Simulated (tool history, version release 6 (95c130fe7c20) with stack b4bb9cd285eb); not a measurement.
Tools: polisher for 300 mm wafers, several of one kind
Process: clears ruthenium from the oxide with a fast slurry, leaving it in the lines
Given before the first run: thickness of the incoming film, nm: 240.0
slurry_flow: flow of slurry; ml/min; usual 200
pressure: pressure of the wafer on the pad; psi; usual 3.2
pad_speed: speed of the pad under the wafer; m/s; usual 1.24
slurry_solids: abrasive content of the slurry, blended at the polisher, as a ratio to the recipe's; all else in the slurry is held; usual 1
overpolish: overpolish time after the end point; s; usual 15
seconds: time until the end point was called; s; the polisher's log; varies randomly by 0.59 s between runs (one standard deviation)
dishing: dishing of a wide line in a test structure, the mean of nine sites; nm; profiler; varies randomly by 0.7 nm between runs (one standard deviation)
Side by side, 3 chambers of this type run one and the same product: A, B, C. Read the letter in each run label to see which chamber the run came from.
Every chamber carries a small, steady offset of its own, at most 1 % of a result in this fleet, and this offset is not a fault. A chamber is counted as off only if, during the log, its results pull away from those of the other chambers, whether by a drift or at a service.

run   hour  slurry_flow  pressure  pad_speed  slurry_solids  overpolish  wafers polished on this pad  hours since the slurry nozzle was cleaned  hours since the head pressure was calibrated  hours since the slurry blender was calibrated  seconds  dishing
 1C    8.6          200       3.2       1.24              1          15                          680                                      150.5                                          47.3                                           49.9   43.027    63.36
 2B   13.5          200       3.2       1.24              1          15                          770                                      307.7                                         254.9                                          211.2    44.37   63.288
      14.4  -- chamber B: slurry blender recalibrated
 3A   19.6          200       3.2       1.24              1          15                          717                                      495.7                                        1172.6                                          119.7   43.567   64.652
      24.7  -- chamber B: worn pad replaced by a new one
      25.6  -- chamber C: worn pad replaced by a new one
 4A   28.1          200       3.2       1.24              1          15                          851                                      504.2                                        1181.1                                          128.2   43.239   63.889
      32.9  -- chamber A: worn pad replaced by a new one
 5B   34.9          200       3.2       1.24              1          15                          160                                      329.1                                         276.3                                           20.6   42.548   64.157
 6C   43.1          200       3.2       1.24            0.9          15                          274                                        185                                          81.8                                           84.4   44.431   60.948
 7B     50          200       3.2       1.24            0.9          15                          397                                      344.2                                         291.4                                           35.7   45.366   61.102
 8A   58.9          200       3.2       1.24            0.9          15                          408                                        535                                        1211.9                                            159   45.295    60.92
 9C   66.7          200       3.2       1.24              1          15                          645                                      208.6                                         105.4                                            108    43.92   63.502
10A   72.4          200       3.2       1.24              1          15                          620                                      548.5                                        1225.4                                          172.5    43.33   64.903
      74.3  -- chamber C: worn pad replaced by a new one
11B   76.4          200       3.2       1.24              1          15                          811                                      370.6                                         317.8                                           62.1   43.428   63.668
12C   82.5          200       3.2       1.24              1          15                          129                                      224.4                                         121.2                                          123.8   44.271    63.28
13B   86.5          200       3.2       1.24              1          15                          969                                      380.7                                         327.9                                           72.2   44.347   65.166
      87.2  -- chamber A: slurry blender recalibrated
      92.2  -- chamber A: worn pad replaced by a new one
14C   92.5          200       3.2       1.24              1          15                          286                                      234.4                                         131.2                                          133.8   43.141   63.513
      93.9  -- chamber B: worn pad replaced by a new one
15A   97.3          200       3.2       1.24              1          15                           81                                      573.4                                        1250.3                                           10.1   42.505   65.517
16C  102.9          200       3.2       1.24              1          15                          449                                      244.8                                         141.6                                          144.2   43.858   62.545
17A  111.8          200       3.2       1.24              1          15                          308                                      587.9                                        1264.8                                           24.6   42.511   65.132
     119.5  -- chamber C: worn pad replaced by a new one
18B    120          200       3.2       1.24              1          15                          410                                      414.2                                         361.4                                          105.7   43.019   63.828
19B  125.5          200       3.2       1.24              1          15                          497                                      419.7                                         366.9                                          111.2   43.143   64.729
20A    134          200       3.2       1.24              1          15                          656                                      610.1                                          1287                                           46.8   44.333   63.497
     137.4  -- chamber A: slurry nozzle cleaned
     140.4  -- chamber A: worn pad replaced by a new one
21C  141.4          200       3.2       1.24              1          15                          344                                      283.3                                         180.1                                          182.7   44.641   61.141
22A  145.7          200       3.2       1.24              1          15                           84                                        8.3                                        1298.7                                           58.5   43.694   63.489
23B    152          200       3.2       1.24              1          15                          912                                      446.2                                         393.4                                          137.7   44.684    64.21
24C  158.5          200       3.2       1.24              1          15                          613                                      300.4                                         197.2                                          199.8   45.754   61.098
     166.5  -- chamber B: worn pad replaced by a new one
25B  167.1          200       3.2       1.24              1          15                           10                                      461.3                                         408.5                                          152.8   42.459   64.023
     167.2  -- chamber C: worn pad replaced by a new one
26A  174.5          200       3.2       1.24              1          15                          536                                       37.1                                        1327.5                                           87.3   43.603    63.92
27C  178.5          200       3.2       1.24              1          15                          177                                      320.4                                         217.2                                          219.8   46.602   59.498
     182.2  -- chamber A: head pressure recalibrated
     185.7  -- chamber A: worn pad replaced by a new one
28A  186.6          200       3.2       1.24              1          15                           15                                       49.2                                           4.5                                           99.4   43.147   64.766
29B  195.1          200       3.2       1.24              1          15                          450                                      489.3                                         436.5                                          180.8    43.53   63.495
30C  200.9          200       3.2       1.24              1          15                          529                                      342.8                                         239.6                                          242.2   46.909   58.792
31B  207.1          200       3.2       1.24              1          15                          638                                      501.3                                         448.5                                          192.8    43.32   65.383
32C    212          200       3.2       1.24              1          15                          703                                      353.9                                         250.7                                          253.3   48.686   58.512
33A  220.3          200       3.2       1.24              1          15                          544                                       82.9                                          38.2                                          133.1   44.139   63.226
34A  225.2          200       3.2       1.24              1          15                          621                                       87.8                                          43.1                                            138   43.768   63.502
     226.4  -- chamber C: worn pad replaced by a new one
     231.3  -- chamber B: slurry nozzle cleaned
       234  -- chamber A: worn pad replaced by a new one
35B    234          200       3.2       1.24              1          15                         1060                                        2.7                                         475.4                                          219.7   43.888   63.543
     236.3  -- chamber B: worn pad replaced by a new one
36C    238          200       3.2       1.24              1          15                          182                                      379.9                                         276.7                                          279.3   48.048   57.004
     240.1  -- chamber B: slurry blender recalibrated
37A  245.9          200       3.2       1.24              1          15                          188                                      108.5                                          63.8                                          158.7   43.152   63.337
38C  252.9          200       3.2       1.24              1          15                          416                                      394.8                                         291.6                                          294.2   49.298   56.678
39B  257.8          200       3.2       1.24              1          15                          338                                       26.5                                         499.2                                           17.7   42.527   62.937
40C  263.2          200       3.2       1.24              1          15                          578                                      405.1                                         301.9                                          304.5   49.135   56.852

All 3 chambers run these settings next. Forecast each chamber's results:
41A  269.7          200       3.2       1.24              1          15                                                                                                                                                                             ?        ?
41B  269.7          200       3.2       1.24              1          15                                                                                                                                                                             ?        ?
41C  269.7          200       3.2       1.24              1          15                                                                                                                                                                             ?        ?

run  seconds  dishing
41A   43.496   64.615
41B   44.684   65.933
41C   49.817   56.459
